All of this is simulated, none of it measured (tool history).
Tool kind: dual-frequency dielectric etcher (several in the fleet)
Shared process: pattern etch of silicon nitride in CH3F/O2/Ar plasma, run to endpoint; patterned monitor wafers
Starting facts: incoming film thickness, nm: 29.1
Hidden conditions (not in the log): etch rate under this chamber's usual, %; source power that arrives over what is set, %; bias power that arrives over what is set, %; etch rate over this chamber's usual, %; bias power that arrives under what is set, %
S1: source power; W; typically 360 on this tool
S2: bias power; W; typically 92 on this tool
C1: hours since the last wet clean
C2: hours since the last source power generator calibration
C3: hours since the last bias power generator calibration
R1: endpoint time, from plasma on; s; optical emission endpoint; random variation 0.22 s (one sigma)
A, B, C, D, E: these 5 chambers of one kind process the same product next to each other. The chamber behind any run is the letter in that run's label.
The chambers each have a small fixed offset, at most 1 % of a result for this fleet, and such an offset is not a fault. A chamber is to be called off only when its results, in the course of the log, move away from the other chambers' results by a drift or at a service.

run	hour	S1	S2	C1	C2	C3	R1
1B	13.7	360	92	190.7	1311.7	1391.7	40.350
2E	24.6	360	92	242.3	1946.7	4717.3	40.337
3D	33.0	360	92	379.4	3920.2	4743.9	39.656
# hour 40.0: chamber D: bias power generator calibrated
4C	45.3	360	92	524.2	3862.6	2757.0	40.679
5A	57.1	360	92	526.0	250.0	502.7	40.506
# hour 65.4: chamber D: wet clean of the chamber
6E	68.6	360	92	286.3	1990.7	4761.3	40.106
7C	77.9	360	92	556.8	3895.2	2789.6	40.638
8D	89.3	360	92	24.0	3976.5	49.4	39.930
9B	97.6	360	92	274.6	1395.6	1475.6	40.468
10A	108.5	360	92	577.4	301.4	554.1	40.695
# hour 109.2: chamber A: wet clean of the chamber
11C	120.2	410	79	599.1	3937.5	2831.9	40.736
12B	131.2	410	79	308.2	1429.2	1509.2	40.766
# hour 136.9: chamber E: wet clean of the chamber
# hour 140.4: chamber C: wet clean of the chamber
13A	142.3	410	79	33.1	335.2	587.9	41.108
14E	152.7	410	79	15.8	2074.8	4845.4	40.269
15D	163.5	410	79	98.2	4050.7	123.6	40.339
16C	173.8	420	77	33.5	3991.1	2885.5	42.648
17D	181.9	420	77	116.6	4069.1	142.0	39.722
18A	196.0	420	77	86.8	388.9	641.6	40.955
# hour 196.1: chamber E: bias power generator calibrated
# hour 199.6: chamber C: source power generator calibrated
19E	211.5	420	77	74.6	2133.6	15.5	40.636
20B	226.2	420	77	403.2	1524.2	1604.2	41.024
21B	238.4	360	92	415.4	1536.4	1616.4	40.423
22A	251.7	360	92	142.5	444.6	697.3	40.351
# hour 253.4: chamber B: wet clean of the chamber
23C	267.8	360	92	127.5	68.2	2979.5	42.042
24E	280.6	360	114	143.7	2202.7	84.6	37.043
25D	289.8	360	114	224.5	4177.0	249.9	36.645
26E	300.4	360	114	163.5	2222.5	104.4	37.171
27D	313.9	360	114	248.6	4201.1	274.0	36.954
28B	323.6	360	114	70.2	1621.6	1701.6	37.270
29C	339.4	360	92	199.1	139.8	3051.1	42.449
30A	350.8	360	92	241.6	543.7	796.4	40.819
31C	365.3	360	92	225.0	165.7	3077.0	42.711
32A	374.0	360	92	264.8	566.9	819.6	40.820
33E	388.1	360	92	251.2	2310.2	192.1	40.575
34B	399.4	360	92	146.0	1697.4	1777.4	40.648
35D	410.2	360	92	344.9	4297.4	370.3	39.536
36E	421.5	360	92	284.6	2343.6	225.5	40.295

For the next run the whole fleet of 5 chambers uses the same settings. Give each chamber's results:
37A	433.1	360	92				?
37B	433.1	360	92				?
37C	433.1	360	92				?
37D	433.1	360	92				?
37E	433.1	360	92				?

run	R1
37A	40.933
37B	40.274
37C	42.678
37D	39.665
37E	39.837
